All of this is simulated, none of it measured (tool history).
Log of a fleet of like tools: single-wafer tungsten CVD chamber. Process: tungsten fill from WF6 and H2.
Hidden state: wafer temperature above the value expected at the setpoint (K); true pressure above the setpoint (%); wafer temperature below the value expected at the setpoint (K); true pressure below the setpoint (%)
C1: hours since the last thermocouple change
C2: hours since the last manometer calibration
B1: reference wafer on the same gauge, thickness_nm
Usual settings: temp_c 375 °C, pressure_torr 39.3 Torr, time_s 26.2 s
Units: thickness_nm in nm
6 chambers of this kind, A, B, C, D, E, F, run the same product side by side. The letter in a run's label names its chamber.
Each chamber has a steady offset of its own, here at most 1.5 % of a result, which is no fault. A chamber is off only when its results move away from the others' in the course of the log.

Run 1C, hour 9.3: usual settings; C1 341.7; C2 171.4; B1 43.936. Result: thickness_nm 52.630 nm.
Run 2B, hour 16.9: usual settings; C1 349.8; C2 152.9; B1 43.884. Result: thickness_nm 52.740 nm.
Run 3F, hour 24.7: usual settings; C1 439.6; C2 440.1; B1 43.930. Result: thickness_nm 53.567 nm.
Run 4E, hour 35.2: usual settings; C1 2129.7; C2 471.3; B1 43.869. Result: thickness_nm 52.857 nm.
Run 5D, hour 44.4: usual settings; C1 2049.0; C2 364.3; B1 43.859. Result: thickness_nm 53.136 nm.
Run 6A, hour 55.3: usual settings; C1 1209.7; C2 707.2; B1 43.953. Result: thickness_nm 53.194 nm.
Run 7C, hour 65.5: usual settings; C1 397.9; C2 227.6; B1 43.928. Result: thickness_nm 52.594 nm.
Run 8F, hour 74.4: usual settings but time_s 28.7 s; C1 489.3; C2 489.8; B1 43.925. Result: thickness_nm 58.288 nm.
Run 9E, hour 83.3: usual settings but time_s 28.7 s; C1 2177.8; C2 519.4; B1 43.887. Result: thickness_nm 57.688 nm.
Run 10B, hour 89.4: usual settings but time_s 28.7 s; C1 422.3; C2 225.4; B1 43.917. Result: thickness_nm 57.700 nm.
Run 11A, hour 97.9: usual settings but time_s 28.7 s; C1 1252.3; C2 749.8; B1 43.857. Result: thickness_nm 58.350 nm.
Run 12D, hour 103.8: usual settings but time_s 28.7 s; C1 2108.4; C2 423.7; B1 43.916. Result: thickness_nm 57.897 nm.
Run 13F, hour 109.3: usual settings but time_s 28.7 s; C1 524.2; C2 524.7; B1 43.899. Result: thickness_nm 58.908 nm.
Run 14B, hour 118.5: usual settings; C1 451.4; C2 254.5; B1 43.891. Result: thickness_nm 52.905 nm.
At hour 119.0: chamber E: thermocouple changed; heater temperature recalibrated.
Run 15A, hour 129.1: usual settings but temp_c 363 °C, time_s 22.1 s; C1 1283.5; C2 781.0; B1 43.915. Result: thickness_nm 35.016 nm.
Run 16D, hour 134.7: usual settings but temp_c 363 °C, time_s 22.1 s; C1 2139.3; C2 454.6; B1 43.891. Result: thickness_nm 34.771 nm.
Run 17E, hour 143.6: usual settings but temp_c 363 °C, time_s 22.1 s; C1 24.7; C2 579.7; B1 43.849. Result: thickness_nm 34.467 nm.
Run 18C, hour 154.3: usual settings but temp_c 363 °C, time_s 22.1 s; C1 486.7; C2 316.4; B1 43.905. Result: thickness_nm 34.370 nm.
Run 19D, hour 160.2: usual settings but temp_c 363 °C, time_s 22.1 s; C1 2164.8; C2 480.1; B1 43.936. Result: thickness_nm 34.877 nm.
Run 20B, hour 165.8: usual settings but temp_c 363 °C, time_s 22.1 s; C1 498.7; C2 301.8; B1 43.835. Result: thickness_nm 34.741 nm.
Run 21F, hour 175.2: usual settings; C1 590.1; C2 590.6; B1 43.887. Result: thickness_nm 53.818 nm.
Run 22C, hour 182.7: usual settings; C1 515.1; C2 344.8; B1 43.893. Result: thickness_nm 52.379 nm.
Run 23A, hour 191.1: usual settings; C1 1345.5; C2 843.0; B1 43.911. Result: thickness_nm 53.419 nm.
At hour 196.1: chamber A: thermocouple changed; heater temperature recalibrated.
Run 24E, hour 198.5: usual settings; C1 79.6; C2 634.6; B1 43.903. Result: thickness_nm 52.881 nm.
Run 25F, hour 206.5: usual settings but temp_c 367 °C, time_s 23.7 s; C1 621.4; C2 621.9; B1 43.990. Result: thickness_nm 41.139 nm.
Run 26E, hour 214.2: usual settings but temp_c 367 °C, time_s 23.7 s; C1 95.3; C2 650.3; B1 43.932. Result: thickness_nm 40.476 nm.
Run 27D, hour 220.1: usual settings but temp_c 367 °C, time_s 23.7 s; C1 2224.7; C2 540.0; B1 43.895. Result: thickness_nm 40.651 nm.
Run 28A, hour 229.3: usual settings but temp_c 367 °C, time_s 23.7 s; C1 33.3; C2 881.2; B1 43.896. Result: thickness_nm 40.934 nm.
Run 29C, hour 239.2: usual settings but temp_c 367 °C, time_s 23.7 s; C1 571.6; C2 401.3; B1 43.911. Result: thickness_nm 40.690 nm.
Run 30B, hour 249.4: usual settings but temp_c 367 °C, time_s 23.7 s; C1 582.3; C2 385.4; B1 43.860. Result: thickness_nm 40.437 nm.
Run 31F, hour 260.2: usual settings; C1 675.1; C2 675.6; B1 43.889. Result: thickness_nm 53.785 nm.
Run 32E, hour 267.1: usual settings but temp_c 381 °C, pressure_torr 42.2 Torr; C1 148.2; C2 703.2; B1 43.847. Result: thickness_nm 62.054 nm.
Run 33D, hour 277.4: usual settings but temp_c 381 °C, pressure_torr 42.2 Torr; C1 2282.0; C2 597.3; B1 43.931. Result: thickness_nm 62.382 nm.
Run 34A, hour 286.1: usual settings but temp_c 381 °C, pressure_torr 42.2 Torr; C1 90.1; C2 938.0; B1 43.883. Result: thickness_nm 62.221 nm.
Run 35C, hour 295.7: usual settings but temp_c 381 °C, pressure_torr 42.2 Torr; C1 628.1; C2 457.8; B1 43.873. Result: thickness_nm 61.084 nm.
Run 36B, hour 300.9: usual settings but temp_c 381 °C, pressure_torr 42.2 Torr; C1 633.8; C2 436.9; B1 43.881. Result: thickness_nm 61.487 nm.
Run 37B, hour 310.8: usual settings but temp_c 381 °C, pressure_torr 42.2 Torr; C1 643.7; C2 446.8; B1 43.875. Result: thickness_nm 61.488 nm.
Run 38F, hour 317.4: usual settings; C1 732.3; C2 732.8; B1 43.913. Result: thickness_nm 53.562 nm.
Run 39E, hour 323.3: usual settings but temp_c 381 °C; C1 204.4; C2 759.4; B1 43.890. Result: thickness_nm 60.389 nm.
Run 40D, hour 331.5: usual settings but temp_c 381 °C; C1 2336.1; C2 651.4; B1 43.953. Result: thickness_nm 59.958 nm.
Run 41C, hour 337.0: usual settings but temp_c 381 °C; C1 669.4; C2 499.1; B1 43.943. Result: thickness_nm 59.851 nm.
Run 42A, hour 342.1: usual settings but temp_c 381 °C; C1 146.1; C2 994.0; B1 43.901. Result: thickness_nm 60.225 nm.

All 6 chambers run these settings next. Forecast each chamber's results:
Run 43A, hour 350.2: usual settings but pressure_torr 31.7 Torr. Result: thickness_nm ?.
Run 43B, hour 350.2: usual settings but pressure_torr 31.7 Torr. Result: thickness_nm ?.
Run 43C, hour 350.2: usual settings but pressure_torr 31.7 Torr. Result: thickness_nm ?.
Run 43D, hour 350.2: usual settings but pressure_torr 31.7 Torr. Result: thickness_nm ?.
Run 43E, hour 350.2: usual settings but pressure_torr 31.7 Torr. Result: thickness_nm ?.
Run 43F, hour 350.2: usual settings but pressure_torr 31.7 Torr. Result: thickness_nm ?.

run  thickness_nm
43A        47.885
43B        48.079
43C        47.934
43D        47.796
43E        47.835
43F        48.805

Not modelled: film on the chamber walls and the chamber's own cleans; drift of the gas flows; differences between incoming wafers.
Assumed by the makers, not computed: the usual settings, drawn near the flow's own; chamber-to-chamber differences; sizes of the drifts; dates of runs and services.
